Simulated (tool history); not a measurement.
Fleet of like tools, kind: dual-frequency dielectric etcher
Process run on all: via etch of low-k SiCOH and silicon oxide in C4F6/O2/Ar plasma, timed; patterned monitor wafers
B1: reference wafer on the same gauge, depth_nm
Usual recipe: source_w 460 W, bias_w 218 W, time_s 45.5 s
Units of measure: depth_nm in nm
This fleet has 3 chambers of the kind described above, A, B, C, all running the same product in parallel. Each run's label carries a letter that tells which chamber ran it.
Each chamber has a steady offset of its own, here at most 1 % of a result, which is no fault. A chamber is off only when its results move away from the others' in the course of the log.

Run 1A, day 0.288: usual settings; B1 111.97. Result: depth_nm 132.56 nm.
Run 2B, day 0.700: usual settings; B1 111.97. Result: depth_nm 133.51 nm.
Run 3C, day 1.083: usual settings; B1 111.99. Result: depth_nm 132.88 nm.
Run 4B, day 1.508: usual settings; B1 111.98. Result: depth_nm 134.39 nm.
Run 5A, day 1.775: usual settings; B1 111.95. Result: depth_nm 133.07 nm.
Run 6C, day 2.375: usual settings but source_w 520 W, time_s 56.0 s; B1 111.98. Result: depth_nm 170.46 nm.
Run 7A, day 2.825: usual settings but source_w 520 W, time_s 56.0 s; B1 111.96. Result: depth_nm 170.64 nm.
Run 8B, day 3.175: usual settings but source_w 520 W, time_s 56.0 s; B1 112.04. Result: depth_nm 173.39 nm.
Run 9C, day 3.671: usual settings; B1 112.03. Result: depth_nm 132.67 nm.
Run 10C, day 4.217: usual settings but source_w 410 W, bias_w 248 W; B1 111.99. Result: depth_nm 132.74 nm.
Run 11A, day 4.775: usual settings but source_w 410 W, bias_w 248 W; B1 111.99. Result: depth_nm 133.06 nm.
Run 12B, day 5.254: usual settings but source_w 410 W, bias_w 248 W; B1 112.00. Result: depth_nm 133.48 nm.
Run 13B, day 5.779: usual settings; B1 111.96. Result: depth_nm 133.72 nm.
Run 14A, day 6.054: usual settings; B1 112.07. Result: depth_nm 132.97 nm.
At day 6.500: chamber C: wet clean of the chamber.
Run 15C, day 6.562: usual settings but source_w 380 W, time_s 38.5 s; B1 111.95. Result: depth_nm 102.24 nm.
Run 16A, day 7.062: usual settings but source_w 380 W, time_s 38.5 s; B1 112.02. Result: depth_nm 104.34 nm.
Run 17B, day 7.579: usual settings but source_w 380 W, time_s 38.5 s; B1 112.04. Result: depth_nm 105.71 nm.
Run 18C, day 7.992: usual settings; B1 112.08. Result: depth_nm 129.69 nm.
Run 19C, day 8.538: usual settings; B1 111.97. Result: depth_nm 130.80 nm.
Run 20B, day 9.004: usual settings; B1 112.04. Result: depth_nm 133.99 nm.
Run 21A, day 9.500: usual settings; B1 112.06. Result: depth_nm 132.75 nm.
Run 22A, day 10.012: usual settings; B1 112.03. Result: depth_nm 133.48 nm.

Is one chamber out of step, is the gauge drifting, or do the chambers differ by no more than their own small offsets? For an off chamber, give its letter and the likeliest cause.

A service on chamber C put it out of line with the rest.
Most likely cause: etch rate under this chamber's usual, % = 1.57.

Here are 4 candidates for chamber C's next run, each the usual settings with a change, their results left as question marks. Which one brings its results back in line with what the others give on the usual settings?
Counts as in line when no further than this from what the other chambers average on the usual settings: depth_nm 1.40 nm
Run 23C-1, day 10.450: usual settings but bias_w 190 W. Result: depth_nm ?.
Run 23C-2, day 10.450: usual settings but bias_w 217 W, time_s 44.5 s. Result: depth_nm ?.
Run 23C-3, day 10.450: usual settings but source_w 470 W, bias_w 220 W, time_s 47.0 s. Result: depth_nm ?.
Run 23C-4, day 10.450: usual settings but source_w 480 W, bias_w 224 W. Result: depth_nm ?.

Mean of the other chambers on the usual settings: depth_nm 133.54 nm
  run  depth_nm
23C-1    124.60
23C-2    127.22
23C-3    136.09
23C-4    133.59
The right change is 23C-4: it brings the chamber back within the allowed miss of the others.
